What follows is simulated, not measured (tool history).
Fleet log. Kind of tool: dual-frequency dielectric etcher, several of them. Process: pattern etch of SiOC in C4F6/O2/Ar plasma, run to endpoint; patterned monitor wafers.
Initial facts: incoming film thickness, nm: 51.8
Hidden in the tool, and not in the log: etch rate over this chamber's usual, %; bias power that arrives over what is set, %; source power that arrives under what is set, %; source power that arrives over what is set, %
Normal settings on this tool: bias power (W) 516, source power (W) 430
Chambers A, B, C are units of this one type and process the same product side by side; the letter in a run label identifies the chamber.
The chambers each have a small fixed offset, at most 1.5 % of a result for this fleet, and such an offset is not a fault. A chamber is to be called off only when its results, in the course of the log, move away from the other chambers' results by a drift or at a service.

run,day,bias power (W),source power (W),hours since the last wet clean,hours since the last bias power generator calibration,hours since the last source power generator calibration,endpoint time (s)
1C,0.400,516,430,345.0,1845.5,2517.1,16.860
2A,0.708,516,430,307.2,2021.0,2965.0,16.889
3B,1.142,516,430,428.7,576.9,853.0,16.487
4C,1.446,516,430,370.1,1870.6,2542.2,16.825
5B,1.846,516,430,445.6,593.8,869.9,16.702
6A,2.283,585,430,345.0,2058.8,3002.8,15.874
7A,2.608,585,430,352.8,2066.6,3010.6,15.926
# day 3.017: chamber C: source power generator calibrated
8B,3.067,585,430,474.9,623.1,899.2,15.726
9C,3.521,516,480,419.9,1920.4,12.2,16.162
10B,3.842,516,480,493.5,641.7,917.8,15.857
11A,4.167,516,480,390.2,2104.0,3048.0,16.006
# day 4.442: chamber C: wet clean of the chamber
12C,4.529,516,430,2.1,1944.6,36.4,15.974
13A,4.975,516,430,409.6,2123.4,3067.4,16.701
14B,5.196,516,430,526.0,674.2,950.3,16.316
15C,5.438,516,430,23.9,1966.4,58.2,16.069
# day 5.625: chamber B: wet clean of the chamber
16C,5.871,516,430,34.3,1976.8,68.6,16.122
17B,6.075,516,480,10.9,695.3,971.4,15.809
18A,6.388,516,480,443.5,2157.3,3101.3,15.991
19A,6.812,516,480,453.7,2167.5,3111.5,16.027
20B,7.071,516,430,34.8,719.2,995.3,16.728
21C,7.338,516,430,69.5,2012.0,103.8,16.126
22B,7.754,408,430,51.2,735.6,1011.7,18.128
23C,8.154,408,430,89.1,2031.6,123.4,17.442
24A,8.596,408,430,496.5,2210.3,3154.3,18.036
25C,8.854,516,470,105.9,2048.4,140.2,15.649
26B,9.204,516,470,86.0,770.4,1046.5,16.075

Next, all 3 chambers run the settings below, one line each with question marks for the results. What does each chamber give?
27A,9.538,460,430,,,,?
27B,9.538,460,430,,,,?
27C,9.538,460,430,,,,?

run,endpoint time (s)
27A,17.378
27B,17.274
27C,16.738

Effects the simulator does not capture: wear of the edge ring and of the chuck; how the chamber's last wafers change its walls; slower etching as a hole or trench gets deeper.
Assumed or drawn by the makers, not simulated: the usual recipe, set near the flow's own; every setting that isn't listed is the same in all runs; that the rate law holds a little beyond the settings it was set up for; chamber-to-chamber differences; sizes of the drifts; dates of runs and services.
